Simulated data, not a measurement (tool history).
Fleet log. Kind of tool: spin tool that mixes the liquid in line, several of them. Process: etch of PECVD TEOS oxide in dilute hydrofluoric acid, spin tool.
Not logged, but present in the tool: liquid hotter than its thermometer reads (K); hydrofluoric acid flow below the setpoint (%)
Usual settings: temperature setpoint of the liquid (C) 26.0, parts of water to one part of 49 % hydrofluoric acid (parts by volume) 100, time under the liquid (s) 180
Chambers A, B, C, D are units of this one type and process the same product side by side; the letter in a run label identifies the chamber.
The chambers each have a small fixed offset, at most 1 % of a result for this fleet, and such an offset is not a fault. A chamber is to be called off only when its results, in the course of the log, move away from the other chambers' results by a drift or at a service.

run	hour	temperature setpoint of the liquid (C)	parts of water to one part of 49 % hydrofluoric acid (parts by volume)	time under the liquid (s)	hours since the thermometer was replaced	hours since the hydrofluoric acid flow meter was replaced	read-back film thickness of the PECVD TEOS oxide reference wafer, read on the same gauge (nm)	thickness taken off the PECVD TEOS oxide on a monitor wafer (nm)
1B	5.1	26.0	100	180	2677.0	393.8	149.98	26.486
2A	11.5	26.0	100	180	1730.9	197.5	150.02	26.328
3D	15.3	26.0	100	180	271.3	1153.3	150.00	26.193
4C	20.1	26.0	100	180	728.7	685.3	150.02	25.991
5A	25.4	26.0	100	180	1744.8	211.4	150.00	25.846
6C	32.0	29.5	100	250	740.6	697.2	150.00	41.057
7D	38.6	29.5	100	250	294.6	1176.6	150.00	41.174
8B	45.7	29.5	100	250	2717.6	434.4	150.00	41.737
9D	52.3	29.5	100	250	308.3	1190.3	150.00	41.456
10A	59.7	26.0	100	180	1779.1	245.7	150.00	25.793
11C	64.0	26.0	100	180	772.6	729.2	149.98	26.113
12B	67.6	26.0	100	180	2739.5	456.3	149.99	26.595
13C	74.6	26.0	100	180	783.2	739.8	150.01	25.936
14D	79.1	26.0	100	180	335.1	1217.1	149.99	26.255
15B	85.0	26.0	65	255	2756.9	473.7	150.01	59.324
# hour 86.5: chamber B: thermometer replaced
16A	90.7	26.0	65	255	1810.1	276.7	150.00	58.603
17C	94.5	26.0	65	255	803.1	759.7	150.03	58.386
18D	101.8	26.0	65	255	357.8	1239.8	149.99	60.270
19A	108.3	26.0	125	180	1827.7	294.3	150.01	20.131
20B	115.6	26.0	125	180	29.1	504.3	150.01	19.991
21C	123.0	26.0	125	180	831.6	788.2	149.99	20.161
22D	126.4	26.0	125	180	382.4	1264.4	150.00	20.032
23A	130.7	26.0	100	180	1850.1	316.7	150.00	25.905
24B	137.4	26.0	100	180	50.9	526.1	149.99	25.971
25D	144.0	26.0	100	250	400.0	1282.0	150.01	35.929
26B	151.3	26.0	100	250	64.8	540.0	150.01	36.885
27C	156.3	26.0	100	250	864.9	821.5	150.00	36.253

All chambers now run identical settings, listed one chamber a line with results as question marks. What results will each chamber show?
28A	161.6	26.0	100	75				?
28B	161.6	26.0	100	75				?
28C	161.6	26.0	100	75				?
28D	161.6	26.0	100	75				?

run	thickness taken off the PECVD TEOS oxide on a monitor wafer (nm)
28A	10.664
28B	10.911
28C	10.956
28D	10.924
